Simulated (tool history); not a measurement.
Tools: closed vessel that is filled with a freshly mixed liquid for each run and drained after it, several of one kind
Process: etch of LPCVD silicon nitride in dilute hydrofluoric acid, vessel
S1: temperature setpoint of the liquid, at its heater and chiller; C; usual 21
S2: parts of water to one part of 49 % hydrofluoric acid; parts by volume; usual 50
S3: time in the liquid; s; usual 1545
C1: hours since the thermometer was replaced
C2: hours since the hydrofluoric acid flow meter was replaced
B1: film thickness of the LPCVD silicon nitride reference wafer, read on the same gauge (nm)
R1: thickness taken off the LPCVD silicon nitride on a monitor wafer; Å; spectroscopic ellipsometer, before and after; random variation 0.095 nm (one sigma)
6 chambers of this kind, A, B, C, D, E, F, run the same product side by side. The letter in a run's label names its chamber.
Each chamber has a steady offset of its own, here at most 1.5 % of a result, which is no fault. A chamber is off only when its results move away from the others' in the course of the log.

run   hour    S1  S2    S3      C1      C2      B1      R1
 1A   13.3    21  50  1545   483.5   898.5  140.01  112.42
 2D   24.8    21  50  1545  1146.7   804.1     140   112.4
 3C   34.6    21  50  1545  1448.2   568.7  139.99  112.25
 4F   44.6    21  50  1545  1690.2  1238.5  139.99  113.74
 5E   52.7    21  50  1545  1946.3   673.6  140.01  111.22
 6B   64.4    21  50  1545  1024.6   166.3  139.99  113.16
 7B   72.6    21  50  1545  1032.8   174.5     140  112.66
 8E   86.5    21  50  1545  1980.1   707.4  139.99  112.94
 9C   93.7    21  70  1545  1507.3   627.8  139.98  81.117
10D  105.5    21  70  1545  1227.4   884.8  139.98  80.813
11F  113.4    21  70  1545    1759  1307.3  140.02  80.858
     115.2  -- chamber F: hydrofluoric acid flow meter replaced
12A  127.9    21  70  1545   598.1  1013.1  139.99  81.609
13B  136.1    21  70  1545  1096.3     238  139.98  82.322
14D  145.8    21  70  1545  1267.7   925.1  139.99  82.507
15A  156.2    21  50  1545   626.4  1041.4  139.99   112.6
     165.2  -- chamber D: thermometer replaced
16E    171    21  50  1545  2064.6   791.9  139.98  112.31
17F  177.7    21  50  1545  1823.3    62.5  140.02  114.11
18C  185.2    21  50  1545  1598.8   719.3     140  111.75
19D  197.8    21  50  1545    32.7   977.1     140  112.46
20F    206  25.5  50  1545  1851.6    90.8  139.99  156.35
21E    221  25.5  50  1545  2114.6   841.9  139.99  151.23
22B  232.6  25.5  50  1545  1192.8   334.5  139.99  152.91
23C  243.4  25.5  50  1545    1657   777.5  140.02  150.16
24A  253.6  25.5  50  1545   723.8  1138.8  140.02  153.75
25B  261.2  25.5  50  1545  1221.4   363.1     140  155.38
26F  271.3    21  50  1545  1916.9   156.1     140  114.02
     272.4  -- chamber E: hydrofluoric acid flow meter replaced
27C  279.8    21  50  1015  1693.4   813.9  140.01  73.282
28A  287.6    21  50  1015   757.8  1172.8  140.01  72.892
29D  301.2    21  50  1015   136.1  1080.5  140.02  74.528
30E    312    21  50  1015  2205.6    39.6  139.99  73.717
31D  322.4    21  50  1015   157.3  1101.7  140.03  74.252
32A  335.8    21  50  1015     806    1221  139.99  75.195
     342.1  -- chamber C: hydrofluoric acid flow meter replaced
33C  350.6    21  50  1545  1764.2     8.6  140.03  111.86
34F  358.8    21  50  1545  2004.4   243.6  139.99  112.95
35E  365.6    21  50  1545  2259.2    93.2  140.01  112.09
36B  372.3    21  50  1545  1332.5   474.2  139.98  112.85
37E  381.7  24.5  50  2365  2275.3   109.3     140  213.65

All 6 chambers run these settings next. Forecast each chamber's results:
38A  392.4  24.5  50  1545               ?
38B  392.4  24.5  50  1545               ?
38C  392.4  24.5  50  1545               ?
38D  392.4  24.5  50  1545               ?
38E  392.4  24.5  50  1545               ?
38F  392.4  24.5  50  1545               ?

run      R1
38A  142.32
38B  143.64
38C  143.62
38D  143.74
38E  141.81
38F  145.09
